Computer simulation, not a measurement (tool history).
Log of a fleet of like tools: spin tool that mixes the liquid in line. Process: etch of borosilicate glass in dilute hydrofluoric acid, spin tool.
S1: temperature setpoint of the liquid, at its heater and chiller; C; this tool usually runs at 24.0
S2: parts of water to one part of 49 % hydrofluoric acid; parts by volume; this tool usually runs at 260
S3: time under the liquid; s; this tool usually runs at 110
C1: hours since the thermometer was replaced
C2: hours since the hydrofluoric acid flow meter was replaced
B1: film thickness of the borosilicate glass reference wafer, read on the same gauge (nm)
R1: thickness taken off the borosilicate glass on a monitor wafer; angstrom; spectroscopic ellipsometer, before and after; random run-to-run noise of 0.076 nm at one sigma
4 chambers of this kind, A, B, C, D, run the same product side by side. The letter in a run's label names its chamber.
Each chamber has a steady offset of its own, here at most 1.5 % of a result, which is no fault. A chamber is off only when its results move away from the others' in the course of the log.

| run | hour | S1 | S2 | S3 | C1 | C2 | B1 | R1 |
|---|---|---|---|---|---|---|---|---|
| 1A | 7.5 | 24.0 | 260 | 110 | 1043.7 | 948.1 | 69.983 | 117.590 |
| 2B | 12.9 | 24.0 | 260 | 110 | 229.0 | 513.3 | 70.006 | 113.160 |
| 3D | 17.9 | 24.0 | 260 | 110 | 702.7 | 100.4 | 70.003 | 113.780 |
| 4C | 21.9 | 24.0 | 260 | 110 | 416.3 | 73.2 | 70.008 | 116.880 |
| 5C | 29.3 | 24.0 | 260 | 110 | 423.7 | 80.6 | 70.001 | 115.370 |
| 6B | 37.0 | 24.0 | 260 | 50 | 253.1 | 537.4 | 69.975 | 51.565 |
| 7D | 40.5 | 24.0 | 260 | 50 | 725.3 | 123.0 | 69.998 | 52.045 |
| 8A | 47.7 | 24.0 | 260 | 50 | 1083.9 | 988.3 | 70.007 | 52.797 |
| 9A | 55.6 | 24.0 | 260 | 50 | 1091.8 | 996.2 | 70.001 | 52.761 |
| 10C | 63.4 | 24.0 | 260 | 110 | 457.8 | 114.7 | 70.008 | 115.420 |
| 11B | 71.3 | 25.5 | 260 | 110 | 287.4 | 571.7 | 70.008 | 120.670 |
| 12D | 75.3 | 25.5 | 260 | 110 | 760.1 | 157.8 | 69.995 | 121.400 |
| 13C | 82.9 | 25.5 | 260 | 110 | 477.3 | 134.2 | 69.995 | 122.780 |
| 14D | 87.4 | 25.5 | 260 | 110 | 772.2 | 169.9 | 69.986 | 121.600 |
| 15B | 93.4 | 27.5 | 260 | 110 | 309.5 | 593.8 | 70.015 | 127.980 |
| 16A | 99.5 | 27.5 | 260 | 110 | 1135.7 | 1040.1 | 70.002 | 131.450 |
|  | 104.1 | chamber B: hydrofluoric acid flow meter replaced |
| 17C | 107.1 | 27.5 | 260 | 110 | 501.5 | 158.4 | 70.004 | 130.360 |
| 18A | 112.9 | 27.5 | 260 | 110 | 1149.1 | 1053.5 | 69.996 | 130.410 |
| 19B | 116.6 | 24.0 | 355 | 110 | 332.7 | 12.6 | 70.000 | 75.670 |
| 20D | 122.5 | 24.0 | 355 | 110 | 807.3 | 205.0 | 69.988 | 74.345 |
| 21B | 126.7 | 24.0 | 355 | 110 | 342.8 | 22.7 | 69.990 | 76.110 |
| 22A | 131.9 | 24.0 | 355 | 110 | 1168.1 | 1072.5 | 69.999 | 78.328 |
| 23C | 138.1 | 24.0 | 260 | 110 | 532.5 | 189.4 | 70.017 | 115.230 |
| 24D | 144.2 | 24.0 | 260 | 110 | 829.0 | 226.7 | 70.029 | 109.040 |
| 25B | 148.0 | 24.0 | 260 | 110 | 364.1 | 44.0 | 70.006 | 114.580 |
| 26D | 155.8 | 24.0 | 260 | 110 | 840.6 | 238.3 | 70.000 | 108.790 |
| 27C | 163.2 | 24.0 | 260 | 110 | 557.6 | 214.5 | 69.997 | 116.020 |
| 28A | 167.4 | 24.0 | 260 | 110 | 1203.6 | 1108.0 | 69.974 | 118.450 |
| 29C | 175.4 | 24.0 | 260 | 110 | 569.8 | 226.7 | 69.977 | 116.150 |
| 30B | 180.3 | 24.0 | 260 | 110 | 396.4 | 76.3 | 69.985 | 112.470 |
| 31D | 186.5 | 24.0 | 260 | 110 | 871.3 | 269.0 | 69.986 | 105.840 |
| 32A | 191.4 | 24.0 | 190 | 110 | 1227.6 | 1132.0 | 69.984 | 171.710 |
| 33D | 195.7 | 24.0 | 190 | 110 | 880.5 | 278.2 | 70.012 | 155.580 |
| 34B | 201.7 | 24.0 | 190 | 110 | 417.8 | 97.7 | 69.967 | 170.630 |

Has any chamber moved away from the others, gradually or after a service, or does the common gauge drift, or do the chambers differ only by their own small steady offsets? State the chamber and the most likely cause if one applies.

Little by little, chamber D moves away from the other chambers.
Most likely cause: liquid colder than its thermometer reads (K) = 2.21.
From this log alone, it may not be told apart from: hydrofluoric acid flow below the setpoint (%).

Here are 4 candidates for chamber D's next run, each the usual settings with a change, their results left as question marks. Which one brings its results back in line with what the others give on the usual settings?
Maximum distance from the other chambers' mean on the usual settings for a result to count as in line: R1 2.700 angstrom
| 35D-1 | 207.5 | 24.0 | 260 | 120 |  |  |  | ? |
| 35D-2 | 207.5 | 24.0 | 270 | 105 |  |  |  | ? |
| 35D-3 | 207.5 | 24.5 | 260 | 125 |  |  |  | ? |
| 35D-4 | 207.5 | 20.0 | 260 | 110 |  |  |  | ? |

Other chambers, usual settings, mean: R1 115.370 angstrom
| run | R1 |
|---|---|
| 35D-1 | 115.450 |
| 35D-2 | 96.368 |
| 35D-3 | 122.470 |
| 35D-4 | 90.911 |
35D-1 is the one that brings the chamber's results back in line with the other chambers.
